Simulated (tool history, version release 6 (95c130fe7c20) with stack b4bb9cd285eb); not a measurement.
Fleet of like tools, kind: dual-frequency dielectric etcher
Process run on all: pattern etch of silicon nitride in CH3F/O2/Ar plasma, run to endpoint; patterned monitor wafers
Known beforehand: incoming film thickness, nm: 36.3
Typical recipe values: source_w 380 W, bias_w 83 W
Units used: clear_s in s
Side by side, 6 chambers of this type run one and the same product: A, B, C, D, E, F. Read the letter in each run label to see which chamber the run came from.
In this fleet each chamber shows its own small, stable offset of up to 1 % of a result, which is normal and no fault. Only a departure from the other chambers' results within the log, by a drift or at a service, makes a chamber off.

run	hour	source_w	bias_w	hours since the last wet clean	hours since the last source power generator calibration	hours since the last bias power generator calibration	clear_s
1A	11.1	380	83	275.3	1057.7	1357.6	50.711
# hour 15.2: chamber F: bias power generator calibrated
2F	17.1	380	83	239.0	1385.5	2.0	51.116
3B	22.9	380	83	500.4	4058.0	2431.7	50.793
4C	31.9	380	83	415.9	2930.3	1176.0	50.537
5D	37.5	380	83	235.6	998.7	3846.3	50.746
6E	48.6	380	83	404.5	785.6	856.0	50.616
7E	54.2	380	83	410.1	791.2	861.6	50.468
8D	61.4	380	83	259.5	1022.6	3870.2	50.626
9A	66.9	380	83	331.1	1113.5	1413.4	51.033
# hour 68.6: chamber B: wet clean of the chamber
10C	74.5	380	83	458.5	2972.9	1218.6	50.848
11F	82.7	380	83	304.6	1451.1	67.6	50.988
12B	92.9	380	83	24.3	4128.0	2501.7	50.960
# hour 93.2: chamber A: wet clean of the chamber
13A	102.9	380	83	9.7	1149.5	1449.4	51.424
14E	109.3	380	83	465.2	846.3	916.7	50.204
15F	116.3	380	83	338.2	1484.7	101.2	50.937
16B	126.2	380	83	57.6	4161.3	2535.0	50.716
17C	136.5	380	83	520.5	3034.9	1280.6	50.287
18D	145.0	420	71	343.1	1106.2	3953.8	51.669
19A	151.3	420	71	58.1	1197.9	1497.8	52.347
20E	162.0	420	71	517.9	899.0	969.4	51.213
# hour 166.1: chamber D: wet clean of the chamber
21F	168.5	420	71	390.4	1536.9	153.4	51.536
22B	177.6	420	71	109.0	4212.7	2586.4	51.175
23D	184.5	420	71	18.5	1145.7	3993.3	51.530
24C	189.4	380	83	573.4	3087.8	1333.5	50.632
25A	197.4	380	83	104.2	1244.0	1543.9	51.480
26C	205.9	380	83	589.9	3104.3	1350.0	50.425
27E	214.1	380	83	570.0	951.1	1021.5	50.346
28B	221.8	380	83	153.2	4256.9	2630.6	51.293
29F	228.7	380	83	450.6	1597.1	213.6	50.630
30D	236.1	380	83	70.1	1197.3	4044.9	50.787
31D	242.7	380	83	76.7	1203.9	4051.5	50.954
32C	248.5	380	83	632.5	3146.9	1392.6	50.272
33B	258.7	350	69	190.1	4293.8	2667.5	55.880
# hour 264.2: chamber C: wet clean of the chamber
34E	267.0	350	69	622.9	1004.0	1074.4	55.474
35F	275.4	350	69	497.3	1643.8	260.3	56.384
# hour 282.5: chamber F: wet clean of the chamber
36A	284.6	350	69	191.4	1331.2	1631.1	56.599
37A	292.6	350	69	199.4	1339.2	1639.1	55.761
38B	302.9	350	69	234.3	4338.0	2711.7	55.823
39E	310.8	380	83	666.7	1047.8	1118.2	50.661
40C	321.7	380	83	57.5	3220.1	1465.8	50.290
41D	328.9	380	83	162.9	1290.1	4137.7	51.476
42F	338.1	380	83	55.6	1706.5	323.0	50.959
43D	344.4	380	83	178.4	1305.6	4153.2	50.827

Is one chamber off against the others, does the gauge drift, or is nothing wrong? If a chamber is off, say which, and what the likeliest cause is.

All chambers stay in line apart from their small fixed offsets, and the gauge does not drift.
